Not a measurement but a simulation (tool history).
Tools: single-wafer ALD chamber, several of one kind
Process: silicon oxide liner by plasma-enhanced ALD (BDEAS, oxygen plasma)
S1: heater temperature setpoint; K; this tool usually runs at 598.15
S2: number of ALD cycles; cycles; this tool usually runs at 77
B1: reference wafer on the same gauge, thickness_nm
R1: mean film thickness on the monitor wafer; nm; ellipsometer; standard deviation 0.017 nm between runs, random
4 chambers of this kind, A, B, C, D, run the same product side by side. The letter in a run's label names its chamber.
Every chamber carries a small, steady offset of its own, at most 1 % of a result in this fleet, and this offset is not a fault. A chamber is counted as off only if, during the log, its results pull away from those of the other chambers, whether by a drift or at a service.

run 1D day=0.200 | S1=598.15 S2=77 | B1=7.7496 | R1=6.8150
run 2A day=0.471 | S1=598.15 S2=77 | B1=7.7476 | R1=6.9661
run 3B day=0.883 | S1=598.15 S2=77 | B1=7.7523 | R1=6.9877
run 4C day=1.088 | S1=598.15 S2=77 | B1=7.7524 | R1=6.9188
run 5C day=1.504 | S1=607.15 S2=65 | B1=7.7537 | R1=5.7443
run 6B day=1.700 | S1=607.15 S2=65 | B1=7.7496 | R1=5.7920
run 7D day=1.908 | S1=607.15 S2=65 | B1=7.7506 | R1=5.7108
run 8A day=2.325 | S1=607.15 S2=65 | B1=7.7449 | R1=5.8031
run 9D day=2.579 | S1=598.15 S2=77 | B1=7.7434 | R1=6.8538
run 10C day=2.833 | S1=598.15 S2=77 | B1=7.7478 | R1=6.9280
run 11A day=3.104 | S1=598.15 S2=77 | B1=7.7501 | R1=6.9820
run 12B day=3.512 | S1=598.15 S2=77 | B1=7.7489 | R1=6.9484
run 13B day=3.754 | S1=586.15 S2=67 | B1=7.7521 | R1=6.1891
run 14C day=4.125 | S1=586.15 S2=67 | B1=7.7525 | R1=6.1510
run 15D day=4.342 | S1=586.15 S2=67 | B1=7.7514 | R1=6.0890
-- day=4.517 chamber D: thermocouple changed; heater temperature recalibrated
run 16A day=4.550 | S1=586.15 S2=67 | B1=7.7480 | R1=6.1470
run 17A day=4.979 | S1=598.15 S2=77 | B1=7.7509 | R1=6.9882
run 18B day=5.412 | S1=598.15 S2=77 | B1=7.7499 | R1=6.9531
run 19C day=5.738 | S1=598.15 S2=77 | B1=7.7480 | R1=6.9732
run 20D day=5.979 | S1=598.15 S2=91 | B1=7.7499 | R1=8.0597
run 21A day=6.308 | S1=598.15 S2=91 | B1=7.7469 | R1=8.2179
run 22C day=6.617 | S1=598.15 S2=91 | B1=7.7539 | R1=8.1879
run 23B day=7.029 | S1=598.15 S2=91 | B1=7.7463 | R1=8.2315
run 24D day=7.396 | S1=598.15 S2=77 | B1=7.7509 | R1=6.8887
run 25C day=7.650 | S1=598.15 S2=77 | B1=7.7534 | R1=6.9193
run 26D day=7.996 | S1=598.15 S2=77 | B1=7.7490 | R1=6.8329
run 27B day=8.271 | S1=598.15 S2=77 | B1=7.7531 | R1=6.9828
run 28A day=8.583 | S1=598.15 S2=77 | B1=7.7488 | R1=6.9708
run 29A day=8.988 | S1=598.15 S2=77 | B1=7.7485 | R1=6.9588
run 30B day=9.383 | S1=598.15 S2=77 | B1=7.7459 | R1=6.9494

All 4 chambers run these settings next. Forecast each chamber's results:
run 31A day=9.700 | S1=598.15 S2=77 | R1=?
run 31B day=9.700 | S1=598.15 S2=77 | R1=?
run 31C day=9.700 | S1=598.15 S2=77 | R1=?
run 31D day=9.700 | S1=598.15 S2=77 | R1=?

run=31A R1=6.9761
run=31B R1=6.9716
run=31C R1=6.9027
run=31D R1=6.8304
